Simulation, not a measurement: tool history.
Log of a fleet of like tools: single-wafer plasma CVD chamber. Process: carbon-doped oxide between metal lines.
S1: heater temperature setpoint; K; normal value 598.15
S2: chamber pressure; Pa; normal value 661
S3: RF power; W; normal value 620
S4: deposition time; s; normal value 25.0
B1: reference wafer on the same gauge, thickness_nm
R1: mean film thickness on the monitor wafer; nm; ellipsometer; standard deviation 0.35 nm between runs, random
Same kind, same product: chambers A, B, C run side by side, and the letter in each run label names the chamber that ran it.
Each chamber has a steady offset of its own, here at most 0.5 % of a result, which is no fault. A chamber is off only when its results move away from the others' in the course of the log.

{"run": "1C", "day": 0.25, "S1": 598.15, "S2": 661, "S3": 620, "S4": 25.0, "B1": 144.95, "R1": 157.87}
{"run": "2A", "day": 0.538, "S1": 598.15, "S2": 661, "S3": 620, "S4": 25.0, "B1": 145.02, "R1": 158.61}
{"run": "3B", "day": 0.729, "S1": 598.15, "S2": 661, "S3": 620, "S4": 25.0, "B1": 144.94, "R1": 158.77}
{"run": "4C", "day": 0.896, "S1": 598.15, "S2": 661, "S3": 620, "S4": 25.0, "B1": 144.97, "R1": 158.33}
{"run": "5A", "day": 1.188, "S1": 598.15, "S2": 661, "S3": 620, "S4": 25.0, "B1": 144.94, "R1": 159.02}
{"run": "6B", "day": 1.425, "S1": 598.15, "S2": 661, "S3": 620, "S4": 25.0, "B1": 145.04, "R1": 159.37}
{"run": "7B", "day": 1.762, "S1": 598.15, "S2": 661, "S3": 620, "S4": 25.0, "B1": 144.96, "R1": 158.94}
{"run": "8A", "day": 1.983, "S1": 598.15, "S2": 661, "S3": 620, "S4": 25.0, "B1": 145.02, "R1": 159.05}
{"run": "9C", "day": 2.142, "S1": 598.15, "S2": 661, "S3": 620, "S4": 25.0, "B1": 145.03, "R1": 158.28}
{"run": "10C", "day": 2.346, "S1": 598.15, "S2": 661, "S3": 620, "S4": 25.0, "B1": 145.06, "R1": 157.95}
{"run": "11A", "day": 2.521, "S1": 598.15, "S2": 661, "S3": 620, "S4": 25.0, "B1": 145.01, "R1": 158.52}
{"run": "12B", "day": 2.829, "S1": 598.15, "S2": 661, "S3": 620, "S4": 25.0, "B1": 144.97, "R1": 158.99}
{"run": "13C", "day": 3.162, "S1": 598.15, "S2": 661, "S3": 620, "S4": 20.9, "B1": 144.93, "R1": 132.36}
{"run": "14B", "day": 3.35, "S1": 598.15, "S2": 661, "S3": 620, "S4": 20.9, "B1": 145.01, "R1": 133.0}
{"run": "15A", "day": 3.546, "S1": 598.15, "S2": 661, "S3": 620, "S4": 20.9, "B1": 145.05, "R1": 131.38}
{"run": "16A", "day": 3.762, "S1": 598.15, "S2": 661, "S3": 620, "S4": 25.0, "B1": 145.03, "R1": 156.97}
{"run": "17C", "day": 3.979, "S1": 598.15, "S2": 661, "S3": 620, "S4": 25.0, "B1": 145.08, "R1": 158.48}
{"run": "18B", "day": 4.296, "S1": 598.15, "S2": 661, "S3": 695, "S4": 26.9, "B1": 144.96, "R1": 183.56}
{"run": "19B", "day": 4.612, "S1": 598.15, "S2": 661, "S3": 695, "S4": 26.9, "B1": 144.99, "R1": 183.04}
{"run": "20C", "day": 4.9, "S1": 598.15, "S2": 661, "S3": 695, "S4": 26.9, "B1": 145.03, "R1": 182.03}
{"run": "21A", "day": 5.121, "S1": 598.15, "S2": 661, "S3": 620, "S4": 25.0, "B1": 145.07, "R1": 156.15}
{"run": "22C", "day": 5.367, "S1": 598.15, "S2": 661, "S3": 620, "S4": 25.0, "B1": 144.98, "R1": 158.47}
{"run": "23B", "day": 5.608, "S1": 598.15, "S2": 661, "S3": 620, "S4": 25.0, "B1": 145.0, "R1": 159.4}
{"run": "24A", "day": 5.842, "S1": 598.15, "S2": 661, "S3": 620, "S4": 25.0, "B1": 145.07, "R1": 155.57}
{"run": "25C", "day": 6.104, "S1": 598.15, "S2": 661, "S3": 620, "S4": 25.0, "B1": 145.0, "R1": 158.38}
{"run": "26B", "day": 6.317, "S1": 598.15, "S2": 661, "S3": 620, "S4": 25.0, "B1": 144.97, "R1": 159.41}
{"run": "27A", "day": 6.475, "S1": 598.15, "S2": 661, "S3": 620, "S4": 25.0, "B1": 145.04, "R1": 155.19}
{"run": "28C", "day": 6.742, "S1": 611.15, "S2": 661, "S3": 620, "S4": 25.0, "B1": 144.96, "R1": 150.87}
{"run": "29B", "day": 7.046, "S1": 611.15, "S2": 661, "S3": 620, "S4": 25.0, "B1": 145.04, "R1": 151.59}
{"run": "30A", "day": 7.288, "S1": 611.15, "S2": 661, "S3": 620, "S4": 25.0, "B1": 145.11, "R1": 147.24}

Next, every chamber runs the same settings. What will each give?
{"run": "31A", "day": 7.542, "S1": 598.15, "S2": 661, "S3": 545, "S4": 25.0, "R1": "?"}
{"run": "31B", "day": 7.542, "S1": 598.15, "S2": 661, "S3": 545, "S4": 25.0, "R1": "?"}
{"run": "31C", "day": 7.542, "S1": 598.15, "S2": 661, "S3": 545, "S4": 25.0, "R1": "?"}

run=31A R1=142.53
run=31B R1=146.70
run=31C R1=146.22

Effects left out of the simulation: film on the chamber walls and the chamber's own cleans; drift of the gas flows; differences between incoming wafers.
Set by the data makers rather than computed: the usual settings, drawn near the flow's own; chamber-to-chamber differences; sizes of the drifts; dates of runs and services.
